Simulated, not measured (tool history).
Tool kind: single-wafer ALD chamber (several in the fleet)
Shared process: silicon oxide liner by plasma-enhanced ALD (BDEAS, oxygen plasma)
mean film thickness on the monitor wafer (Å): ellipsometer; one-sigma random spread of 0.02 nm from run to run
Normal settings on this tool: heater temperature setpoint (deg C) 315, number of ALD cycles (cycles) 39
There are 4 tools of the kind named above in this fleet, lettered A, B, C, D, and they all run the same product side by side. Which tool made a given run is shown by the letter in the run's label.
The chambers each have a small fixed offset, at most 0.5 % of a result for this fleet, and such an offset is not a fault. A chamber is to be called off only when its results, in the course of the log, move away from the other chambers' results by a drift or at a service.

run,day,heater temperature setpoint (deg C),number of ALD cycles (cycles),"read-back reference wafer on the same gauge, thickness_nm",mean film thickness on the monitor wafer (Å)
1D,0.15,315,39,3.2234,35.675
2A,0.321,315,39,3.2173,35.47
3B,0.4,315,39,3.2212,35.728
4C,0.512,315,39,3.2198,35.537
5C,0.617,315,39,3.2224,36.017
6A,0.779,315,39,3.2193,35.618
7B,0.862,315,39,3.2202,35.513
8D,1.025,301,42,3.2243,38.82
9C,1.179,301,42,3.2253,39.058
10D,1.275,301,42,3.2195,39.247
11A,1.396,301,42,3.2241,38.811
12B,1.504,315,39,3.2188,35.856
13B,1.621,303,32,3.2195,29.82
14A,1.708,303,32,3.2168,29.585
15D,1.875,303,32,3.2237,29.715
16C,2.05,303,32,3.2174,29.637
17D,2.175,315,39,3.2244,35.444
18A,2.292,315,39,3.2182,35.361
19B,2.396,315,39,3.2201,35.375
20C,2.488,315,39,3.2227,35.954
21B,2.638,320,43,3.221,38.8
22D,2.788,320,43,3.2207,39.093
23A,2.925,320,43,3.2159,39.068
24C,3.092,320,43,3.2201,38.902
25C,3.196,315,39,3.222,35.828
26B,3.379,315,39,3.2254,35.883

Decide between three cases: one chamber stands off from its peers, the gauge reading all wafers drifts, or nothing is wrong past each chamber's small offset. Where a chamber is off, say which and what most likely put it there.

All chambers stay in line apart from their small fixed offsets, and the gauge does not drift.
